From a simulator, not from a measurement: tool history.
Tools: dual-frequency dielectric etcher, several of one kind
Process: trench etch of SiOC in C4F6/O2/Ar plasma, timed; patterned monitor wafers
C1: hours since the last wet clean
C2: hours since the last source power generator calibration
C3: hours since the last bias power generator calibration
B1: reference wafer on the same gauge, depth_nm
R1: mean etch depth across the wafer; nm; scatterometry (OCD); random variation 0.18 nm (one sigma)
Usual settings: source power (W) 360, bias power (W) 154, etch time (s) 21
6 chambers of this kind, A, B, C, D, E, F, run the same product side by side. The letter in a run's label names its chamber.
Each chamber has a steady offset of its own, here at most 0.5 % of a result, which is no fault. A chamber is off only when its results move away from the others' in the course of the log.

run 1B hour=5.5 | source_power_(W)=360 bias_power_(W)=154 etch_time_(s)=21 | C1=128.4 C2=2497.3 C3=968.5 | B1=33.117 | R1=39.906
run 2D hour=10.5 | source_power_(W)=360 bias_power_(W)=154 etch_time_(s)=21 | C1=331.8 C2=1148.9 C3=2813.4 | B1=33.126 | R1=40.236
run 3E hour=16.8 | source_power_(W)=360 bias_power_(W)=154 etch_time_(s)=21 | C1=334.6 C2=1962.4 C3=2809.4 | B1=33.108 | R1=39.816
run 4A hour=24.3 | source_power_(W)=360 bias_power_(W)=154 etch_time_(s)=21 | C1=320.5 C2=1573.1 C3=2435.6 | B1=33.132 | R1=39.932
run 5C hour=31.6 | source_power_(W)=360 bias_power_(W)=154 etch_time_(s)=21 | C1=357.0 C2=325.9 C3=159.2 | B1=33.127 | R1=40.138
run 6F hour=35.8 | source_power_(W)=360 bias_power_(W)=154 etch_time_(s)=21 | C1=214.5 C2=3402.5 C3=1628.3 | B1=33.105 | R1=39.996
run 7D hour=42.7 | source_power_(W)=360 bias_power_(W)=154 etch_time_(s)=21 | C1=364.0 C2=1181.1 C3=2845.6 | B1=33.127 | R1=40.072
run 8B hour=47.3 | source_power_(W)=360 bias_power_(W)=154 etch_time_(s)=21 | C1=170.2 C2=2539.1 C3=1010.3 | B1=33.099 | R1=39.667
run 9C hour=54.2 | source_power_(W)=360 bias_power_(W)=154 etch_time_(s)=21 | C1=379.6 C2=348.5 C3=181.8 | B1=33.141 | R1=40.079
run 10F hour=60.1 | source_power_(W)=360 bias_power_(W)=154 etch_time_(s)=21 | C1=238.8 C2=3426.8 C3=1652.6 | B1=33.060 | R1=40.172
run 11A hour=64.0 | source_power_(W)=360 bias_power_(W)=154 etch_time_(s)=21 | C1=360.2 C2=1612.8 C3=2475.3 | B1=33.121 | R1=39.870
run 12E hour=69.5 | source_power_(W)=360 bias_power_(W)=154 etch_time_(s)=21 | C1=387.3 C2=2015.1 C3=2862.1 | B1=33.084 | R1=39.747
run 13F hour=74.6 | source_power_(W)=360 bias_power_(W)=154 etch_time_(s)=21 | C1=253.3 C2=3441.3 C3=1667.1 | B1=33.110 | R1=40.041
run 14E hour=80.6 | source_power_(W)=360 bias_power_(W)=154 etch_time_(s)=21 | C1=398.4 C2=2026.2 C3=2873.2 | B1=33.115 | R1=39.674
run 15A hour=86.7 | source_power_(W)=360 bias_power_(W)=154 etch_time_(s)=21 | C1=382.9 C2=1635.5 C3=2498.0 | B1=33.126 | R1=39.864
run 16C hour=91.6 | source_power_(W)=360 bias_power_(W)=154 etch_time_(s)=21 | C1=417.0 C2=385.9 C3=219.2 | B1=33.112 | R1=39.850
run 17D hour=96.2 | source_power_(W)=360 bias_power_(W)=154 etch_time_(s)=21 | C1=417.5 C2=1234.6 C3=2899.1 | B1=33.124 | R1=40.281
run 18B hour=103.8 | source_power_(W)=360 bias_power_(W)=154 etch_time_(s)=21 | C1=226.7 C2=2595.6 C3=1066.8 | B1=33.121 | R1=39.705
run 19D hour=107.6 | source_power_(W)=360 bias_power_(W)=154 etch_time_(s)=21 | C1=428.9 C2=1246.0 C3=2910.5 | B1=33.103 | R1=40.448
run 20C hour=112.9 | source_power_(W)=420 bias_power_(W)=154 etch_time_(s)=17 | C1=438.3 C2=407.2 C3=240.5 | B1=33.123 | R1=34.521
run 21F hour=120.1 | source_power_(W)=420 bias_power_(W)=154 etch_time_(s)=17 | C1=298.8 C2=3486.8 C3=1712.6 | B1=33.115 | R1=34.561
run 22E hour=124.8 | source_power_(W)=420 bias_power_(W)=154 etch_time_(s)=17 | C1=442.6 C2=2070.4 C3=2917.4 | B1=33.093 | R1=34.288
-- hour=131.5 chamber A: wet clean of the chamber
run 23A hour=132.4 | source_power_(W)=420 bias_power_(W)=154 etch_time_(s)=17 | C1=1.0 C2=1681.2 C3=2543.7 | B1=33.129 | R1=34.376
run 24B hour=139.0 | source_power_(W)=420 bias_power_(W)=154 etch_time_(s)=17 | C1=261.9 C2=2630.8 C3=1102.0 | B1=33.100 | R1=34.330
run 25A hour=144.8 | source_power_(W)=420 bias_power_(W)=154 etch_time_(s)=17 | C1=13.4 C2=1693.6 C3=2556.1 | B1=33.068 | R1=34.125
-- hour=149.6 chamber F: wet clean of the chamber
run 26F hour=150.5 | source_power_(W)=360 bias_power_(W)=154 etch_time_(s)=21 | C1=0.9 C2=3517.2 C3=1743.0 | B1=33.093 | R1=40.097
run 27C hour=154.2 | source_power_(W)=360 bias_power_(W)=154 etch_time_(s)=21 | C1=479.6 C2=448.5 C3=281.8 | B1=33.133 | R1=40.240
run 28B hour=158.0 | source_power_(W)=360 bias_power_(W)=154 etch_time_(s)=21 | C1=280.9 C2=2649.8 C3=1121.0 | B1=33.073 | R1=39.952
run 29D hour=162.8 | source_power_(W)=360 bias_power_(W)=154 etch_time_(s)=21 | C1=484.1 C2=1301.2 C3=2965.7 | B1=33.107 | R1=40.906
run 30E hour=168.0 | source_power_(W)=360 bias_power_(W)=154 etch_time_(s)=21 | C1=485.8 C2=2113.6 C3=2960.6 | B1=33.129 | R1=39.991
run 31D hour=173.7 | source_power_(W)=360 bias_power_(W)=154 etch_time_(s)=21 | C1=495.0 C2=1312.1 C3=2976.6 | B1=33.081 | R1=41.176
-- hour=175.3 chamber C: wet clean of the chamber
run 32B hour=179.8 | source_power_(W)=360 bias_power_(W)=154 etch_time_(s)=21 | C1=302.7 C2=2671.6 C3=1142.8 | B1=33.072 | R1=40.096
run 33A hour=185.5 | source_power_(W)=360 bias_power_(W)=154 etch_time_(s)=21 | C1=54.1 C2=1734.3 C3=2596.8 | B1=33.100 | R1=39.677
run 34F hour=191.1 | source_power_(W)=360 bias_power_(W)=154 etch_time_(s)=21 | C1=41.5 C2=3557.8 C3=1783.6 | B1=33.100 | R1=39.508
run 35E hour=197.0 | source_power_(W)=360 bias_power_(W)=154 etch_time_(s)=21 | C1=514.8 C2=2142.6 C3=2989.6 | B1=33.127 | R1=40.065
run 36C hour=201.6 | source_power_(W)=360 bias_power_(W)=142 etch_time_(s)=21 | C1=26.4 C2=495.9 C3=329.2 | B1=33.079 | R1=38.990
run 37B hour=208.1 | source_power_(W)=360 bias_power_(W)=142 etch_time_(s)=21 | C1=331.0 C2=2699.9 C3=1171.1 | B1=33.145 | R1=39.381
run 38D hour=215.6 | source_power_(W)=360 bias_power_(W)=142 etch_time_(s)=21 | C1=536.9 C2=1354.0 C3=3018.5 | B1=33.108 | R1=40.014
run 39C hour=221.0 | source_power_(W)=360 bias_power_(W)=142 etch_time_(s)=21 | C1=45.8 C2=515.3 C3=348.6 | B1=33.105 | R1=39.047
run 40F hour=225.2 | source_power_(W)=360 bias_power_(W)=142 etch_time_(s)=21 | C1=75.6 C2=3591.9 C3=1817.7 | B1=33.095 | R1=38.878
run 41A hour=230.7 | source_power_(W)=360 bias_power_(W)=142 etch_time_(s)=21 | C1=99.3 C2=1779.5 C3=2642.0 | B1=33.096 | R1=38.689
run 42E hour=234.8 | source_power_(W)=360 bias_power_(W)=154 etch_time_(s)=21 | C1=552.6 C2=2180.4 C3=3027.4 | B1=33.117 | R1=39.888
-- hour=237.3 chamber E: wet clean of the chamber
run 43E hour=239.6 | source_power_(W)=360 bias_power_(W)=154 etch_time_(s)=21 | C1=2.3 C2=2185.2 C3=3032.2 | B1=33.124 | R1=39.896

Next, every chamber runs the same settings. What will each give?
run 44A hour=245.2 | source_power_(W)=360 bias_power_(W)=154 etch_time_(s)=21 | R1=?
run 44B hour=245.2 | source_power_(W)=360 bias_power_(W)=154 etch_time_(s)=21 | R1=?
run 44C hour=245.2 | source_power_(W)=360 bias_power_(W)=154 etch_time_(s)=21 | R1=?
run 44D hour=245.2 | source_power_(W)=360 bias_power_(W)=154 etch_time_(s)=21 | R1=?
run 44E hour=245.2 | source_power_(W)=360 bias_power_(W)=154 etch_time_(s)=21 | R1=?
run 44F hour=245.2 | source_power_(W)=360 bias_power_(W)=154 etch_time_(s)=21 | R1=?

run=44A R1=39.754
run=44B R1=39.834
run=44C R1=40.003
run=44D R1=41.308
run=44E R1=40.148
run=44F R1=39.891
